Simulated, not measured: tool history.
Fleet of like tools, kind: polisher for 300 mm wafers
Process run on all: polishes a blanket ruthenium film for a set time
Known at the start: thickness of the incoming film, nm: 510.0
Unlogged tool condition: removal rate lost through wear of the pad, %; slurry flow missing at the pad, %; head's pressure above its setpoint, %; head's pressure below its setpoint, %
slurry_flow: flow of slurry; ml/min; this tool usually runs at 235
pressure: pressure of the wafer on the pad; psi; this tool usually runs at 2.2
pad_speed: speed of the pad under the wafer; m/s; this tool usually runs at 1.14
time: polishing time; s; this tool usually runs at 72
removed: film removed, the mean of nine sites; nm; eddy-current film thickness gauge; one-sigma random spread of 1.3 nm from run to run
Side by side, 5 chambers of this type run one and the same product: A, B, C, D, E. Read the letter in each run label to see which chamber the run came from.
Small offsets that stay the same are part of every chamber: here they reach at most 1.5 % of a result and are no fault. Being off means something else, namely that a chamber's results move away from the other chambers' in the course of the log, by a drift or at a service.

| run | hour | slurry_flow | pressure | pad_speed | time | wafers polished on this pad | hours since the slurry nozzle was cleaned | hours since the head pressure was calibrated | removed |
|---|---|---|---|---|---|---|---|---|---|
| 1D | 7.2 | 235 | 2.2 | 1.14 | 72 | 668 | 378.5 | 450.7 | 112.200 |
|  | 11.1 | chamber D: slurry nozzle cleaned |
| 2E | 16.5 | 235 | 2.2 | 1.14 | 72 | 163 | 156.9 | 421.3 | 111.660 |
|  | 18.8 | chamber C: slurry nozzle cleaned |
|  | 18.9 | chamber B: worn pad replaced by a new one |
| 3C | 21.9 | 235 | 2.2 | 1.14 | 72 | 541 | 3.2 | 629.1 | 112.510 |
| 4A | 28.3 | 235 | 2.2 | 1.14 | 72 | 276 | 558.4 | 907.9 | 111.660 |
|  | 30.8 | chamber D: worn pad replaced by a new one |
| 5B | 39.5 | 235 | 2.2 | 1.14 | 72 | 125 | 453.1 | 671.2 | 110.880 |
| 6D | 51.3 | 235 | 2.2 | 1.14 | 72 | 125 | 40.3 | 494.8 | 111.110 |
|  | 56.6 | chamber D: head pressure recalibrated |
| 7A | 57.4 | 235 | 2.2 | 1.14 | 72 | 454 | 587.5 | 937.0 | 111.010 |
|  | 62.7 | chamber A: worn pad replaced by a new one |
| 8C | 64.6 | 235 | 2.2 | 1.14 | 72 | 801 | 45.9 | 671.8 | 113.310 |
| 9E | 69.9 | 235 | 2.2 | 1.14 | 72 | 488 | 210.3 | 474.7 | 111.590 |
| 10B | 81.5 | 235 | 2.2 | 1.14 | 72 | 381 | 495.1 | 713.2 | 108.730 |
| 11E | 91.8 | 235 | 2.2 | 1.14 | 72 | 622 | 232.2 | 496.6 | 110.010 |
|  | 94.2 | chamber A: slurry nozzle cleaned |
| 12B | 101.7 | 235 | 2.2 | 1.30 | 72 | 504 | 515.3 | 733.4 | 126.230 |
| 13C | 107.2 | 235 | 2.2 | 1.30 | 72 | 1061 | 88.5 | 714.4 | 126.500 |
|  | 113.5 | chamber B: worn pad replaced by a new one |
| 14A | 117.7 | 235 | 2.2 | 1.30 | 72 | 335 | 23.6 | 997.3 | 125.740 |
| 15D | 127.0 | 235 | 2.2 | 1.30 | 72 | 586 | 116.0 | 70.5 | 123.520 |
| 16A | 137.4 | 235 | 2.2 | 1.30 | 72 | 455 | 43.3 | 1017.0 | 129.200 |
|  | 142.0 | chamber D: worn pad replaced by a new one |
|  | 144.4 | chamber A: worn pad replaced by a new one |
| 17B | 145.5 | 235 | 2.2 | 1.14 | 72 | 195 | 559.1 | 777.2 | 111.730 |
| 18C | 153.6 | 235 | 2.2 | 1.52 | 57 | 1343 | 134.9 | 760.8 | 115.890 |
| 19E | 160.2 | 235 | 2.2 | 1.52 | 57 | 1038 | 300.6 | 565.0 | 114.480 |
| 20D | 167.8 | 235 | 2.2 | 1.52 | 57 | 157 | 156.8 | 111.3 | 117.410 |
| 21D | 178.6 | 235 | 2.2 | 1.52 | 57 | 223 | 167.6 | 122.1 | 115.750 |
|  | 186.4 | chamber E: head pressure recalibrated |
| 22B | 187.8 | 235 | 2.2 | 1.52 | 57 | 453 | 601.4 | 819.5 | 114.000 |
|  | 191.8 | chamber B: worn pad replaced by a new one |
| 23C | 198.5 | 235 | 2.2 | 1.14 | 72 | 1617 | 179.8 | 805.7 | 113.520 |
|  | 200.2 | chamber E: worn pad replaced by a new one |
|  | 204.0 | chamber C: worn pad replaced by a new one |
| 24E | 208.6 | 275 | 2.2 | 1.34 | 72 | 51 | 349.0 | 22.2 | 129.020 |
| 25A | 220.3 | 275 | 2.2 | 1.34 | 72 | 463 | 126.2 | 1099.9 | 132.730 |
| 26E | 225.7 | 275 | 2.2 | 1.34 | 72 | 155 | 366.1 | 39.3 | 132.530 |
|  | 230.3 | chamber A: worn pad replaced by a new one |
| 27C | 233.6 | 275 | 2.2 | 1.34 | 72 | 180 | 214.9 | 840.8 | 133.640 |
| 28B | 241.8 | 275 | 2.2 | 1.34 | 72 | 305 | 655.4 | 873.5 | 132.830 |
| 29A | 248.7 | 200 | 2.7 | 1.14 | 72 | 112 | 154.6 | 1128.3 | 133.250 |
| 30D | 256.0 | 200 | 2.7 | 1.14 | 72 | 694 | 245.0 | 199.5 | 133.490 |

For the next run the whole fleet of 5 chambers uses the same settings. Give each chamber's results:
| 31A | 264.7 | 235 | 2.2 | 0.88 | 72 |  |  |  | ? |
| 31B | 264.7 | 235 | 2.2 | 0.88 | 72 |  |  |  | ? |
| 31C | 264.7 | 235 | 2.2 | 0.88 | 72 |  |  |  | ? |
| 31D | 264.7 | 235 | 2.2 | 0.88 | 72 |  |  |  | ? |
| 31E | 264.7 | 235 | 2.2 | 0.88 | 72 |  |  |  | ? |

| run | removed |
|---|---|
| 31A | 84.137 |
| 31B | 86.529 |
| 31C | 88.340 |
| 31D | 83.559 |
| 31E | 87.439 |
